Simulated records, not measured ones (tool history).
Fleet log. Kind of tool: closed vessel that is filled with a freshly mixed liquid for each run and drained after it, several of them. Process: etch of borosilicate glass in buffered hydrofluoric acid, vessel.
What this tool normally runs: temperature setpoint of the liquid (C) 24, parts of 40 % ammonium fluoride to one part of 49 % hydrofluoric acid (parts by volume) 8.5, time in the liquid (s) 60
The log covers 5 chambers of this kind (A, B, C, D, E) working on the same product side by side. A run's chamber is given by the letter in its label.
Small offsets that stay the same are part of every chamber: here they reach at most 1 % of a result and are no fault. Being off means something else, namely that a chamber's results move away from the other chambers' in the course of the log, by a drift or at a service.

run,day,temperature setpoint of the liquid (C),parts of 40 % ammonium fluoride to one part of 49 % hydrofluoric acid (parts by volume),time in the liquid (s),"read-back film thickness of the borosilicate glass reference wafer, read on the same gauge (nm)",thickness taken off the borosilicate glass on a monitor wafer (nm)
1C,0.267,24,8.5,60,99.989,85.4
2B,0.562,24,8.5,60,100.01,84.936
3E,0.721,24,8.5,60,99.995,84.364
4A,0.862,24,8.5,60,99.998,85.475
5D,1.029,24,8.5,60,99.971,86.008
6D,1.342,24,8.5,60,99.98,85.067
7C,1.496,24,8.5,60,99.998,85.488
8A,1.654,24,11,80,100.01,90.485
9B,1.862,24,11,80,100.01,90.287
10E,2.138,24,11,80,99.987,89.482
11E,2.288,24,11,80,99.943,90.421
12B,2.558,24,11,80,99.937,89.877
13C,2.7,24,8.5,60,100.04,86.324
14D,2.85,24,8.5,60,99.933,86.082
15A,3.138,24,8.5,60,99.995,84.984
16A,3.429,24,8.5,60,99.996,84.83
17E,3.588,24,11,85,99.988,94.452
18D,3.783,24,11,85,100.02,96.469
19B,4.004,24,11,85,100.01,95.456
20C,4.167,24,11,85,99.99,96.264
21D,4.433,24,11,85,100,95.589
22A,4.646,24,8.5,60,99.987,85.115
23B,4.825,24,8.5,60,100.05,84.69
24C,5.042,24,8.5,60,100,84.555
25E,5.262,24,11.5,90,99.949,96.674
26D,5.546,24,11.5,90,100.02,97.01
27B,5.692,24,11.5,90,99.984,97.563
28A,5.929,24,11.5,90,99.996,96.659
29E,6.225,24,11.5,90,99.986,95.707
30C,6.521,24,8.5,60,99.989,86.479
31A,6.662,24,8.5,60,100.04,84.995
32C,6.9,24,8.5,60,99.973,86.296
33E,7.058,24,8.5,60,100.02,84.833
34B,7.371,24,8.5,60,100.02,85.255
35D,7.675,24,8.5,60,100.01,85.52
36B,7.833,24,8.5,60,99.999,85.078
37E,8.121,24,8.5,60,99.977,84.787
38A,8.362,24,8.5,60,99.983,84.7

The same settings go to every chamber for the next run, one line per chamber below. Forecast the results for each:
39A,8.588,24,8.5,60,,?
39B,8.588,24,8.5,60,,?
39C,8.588,24,8.5,60,,?
39D,8.588,24,8.5,60,,?
39E,8.588,24,8.5,60,,?

run,thickness taken off the borosilicate glass on a monitor wafer (nm)
39A,83.791
39B,84.929
39C,85.301
39D,85.362
39E,84.918

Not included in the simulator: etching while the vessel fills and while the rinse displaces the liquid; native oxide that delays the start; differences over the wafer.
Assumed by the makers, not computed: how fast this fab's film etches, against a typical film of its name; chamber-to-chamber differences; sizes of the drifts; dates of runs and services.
